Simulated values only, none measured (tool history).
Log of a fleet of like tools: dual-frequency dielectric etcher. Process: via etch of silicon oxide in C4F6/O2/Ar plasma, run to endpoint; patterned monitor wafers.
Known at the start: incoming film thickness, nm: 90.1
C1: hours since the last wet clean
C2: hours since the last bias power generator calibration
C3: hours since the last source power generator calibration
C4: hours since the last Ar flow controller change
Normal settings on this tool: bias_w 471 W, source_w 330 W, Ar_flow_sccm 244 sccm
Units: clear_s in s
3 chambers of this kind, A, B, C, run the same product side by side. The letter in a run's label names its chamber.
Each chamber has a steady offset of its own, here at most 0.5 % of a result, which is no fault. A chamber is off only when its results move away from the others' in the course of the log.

Run 1A, day 0.292: usual settings; C1 462; C2 2509.8; C3 966.3; C4 1080.8. Result: clear_s 21.268 s.
Run 2C, day 0.688: usual settings; C1 148.7; C2 2063.6; C3 3042.6; C4 4873.1. Result: clear_s 21.192 s.
Run 3B, day 1.162: usual settings; C1 457.8; C2 1278.9; C3 354.1; C4 761. Result: clear_s 21.626 s.
Run 4C, day 1.55: usual settings; C1 169.4; C2 2084.3; C3 3063.3; C4 4893.8. Result: clear_s 21.002 s.
Run 5A, day 1.875: usual settings; C1 500; C2 2547.8; C3 1004.3; C4 1118.8. Result: clear_s 21.531 s.
Run 6B, day 2.15: usual settings but bias_w 563 W, Ar_flow_sccm 221 sccm; C1 481.5; C2 1302.6; C3 377.8; C4 784.7. Result: clear_s 19.846 s.
At day 2.392: chamber A: wet clean of the chamber.
Run 7C, day 2.55: usual settings but bias_w 563 W, Ar_flow_sccm 221 sccm; C1 193.4; C2 2108.3; C3 3087.3; C4 4917.8. Result: clear_s 19.413 s.
Run 8B, day 3.088: usual settings but bias_w 563 W, Ar_flow_sccm 221 sccm; C1 504; C2 1325.1; C3 400.3; C4 807.2. Result: clear_s 19.775 s.
Run 9A, day 3.654: usual settings; C1 30.4; C2 2590.5; C3 1047; C4 1161.5. Result: clear_s 21.341 s.
Run 10B, day 4.088: usual settings; C1 528; C2 1349.1; C3 424.3; C4 831.2. Result: clear_s 21.466 s.
Run 11A, day 4.667: usual settings; C1 54.7; C2 2614.8; C3 1071.3; C4 1185.8. Result: clear_s 21.401 s.
Run 12C, day 5.042: usual settings but source_w 260 W; C1 253.2; C2 2168.1; C3 3147.1; C4 4977.6. Result: clear_s 23.226 s.
Run 13A, day 5.612: usual settings but source_w 260 W; C1 77.4; C2 2637.5; C3 1094; C4 1208.5. Result: clear_s 23.266 s.
At day 5.725: chamber A: bias power generator calibrated.
Run 14C, day 6.004: usual settings but source_w 260 W; C1 276.3; C2 2191.2; C3 3170.2; C4 5000.7. Result: clear_s 22.989 s.
Run 15B, day 6.446: usual settings; C1 584.6; C2 1405.7; C3 480.9; C4 887.8. Result: clear_s 21.166 s.
Run 16C, day 6.925: usual settings but bias_w 553 W, Ar_flow_sccm 288 sccm; C1 298.4; C2 2213.3; C3 3192.3; C4 5022.8. Result: clear_s 20.351 s.
Run 17A, day 7.208: usual settings but bias_w 553 W, Ar_flow_sccm 288 sccm; C1 115.7; C2 35.6; C3 1132.3; C4 1246.8. Result: clear_s 20.642 s.
At day 7.221: chamber C: source power generator calibrated.
Run 18B, day 7.546: usual settings but bias_w 553 W, Ar_flow_sccm 288 sccm; C1 611; C2 1432.1; C3 507.3; C4 914.2. Result: clear_s 20.227 s.
Run 19A, day 7.883: usual settings but source_w 380 W; C1 131.9; C2 51.8; C3 1148.5; C4 1263. Result: clear_s 20.323 s.
Run 20B, day 8.4: usual settings but source_w 380 W; C1 631.5; C2 1452.6; C3 527.8; C4 934.7. Result: clear_s 20.031 s.
At day 8.583: chamber B: wet clean of the chamber.
Run 21C, day 8.667: usual settings but source_w 380 W; C1 340.2; C2 2255.1; C3 34.7; C4 5064.6. Result: clear_s 20.003 s.
Run 22B, day 9.025: usual settings; C1 10.7; C2 1467.6; C3 542.8; C4 949.7. Result: clear_s 21.166 s.
Run 23A, day 9.438: usual settings; C1 169.2; C2 89.1; C3 1185.8; C4 1300.3. Result: clear_s 21.648 s.

Next, every chamber runs the same settings. What will each give?
Run 24A, day 9.867: usual settings but Ar_flow_sccm 215 sccm. Result: clear_s ?.
Run 24B, day 9.867: usual settings but Ar_flow_sccm 215 sccm. Result: clear_s ?.
Run 24C, day 9.867: usual settings but Ar_flow_sccm 215 sccm. Result: clear_s ?.

run  clear_s
24A   21.097
24B   20.814
24C   20.728
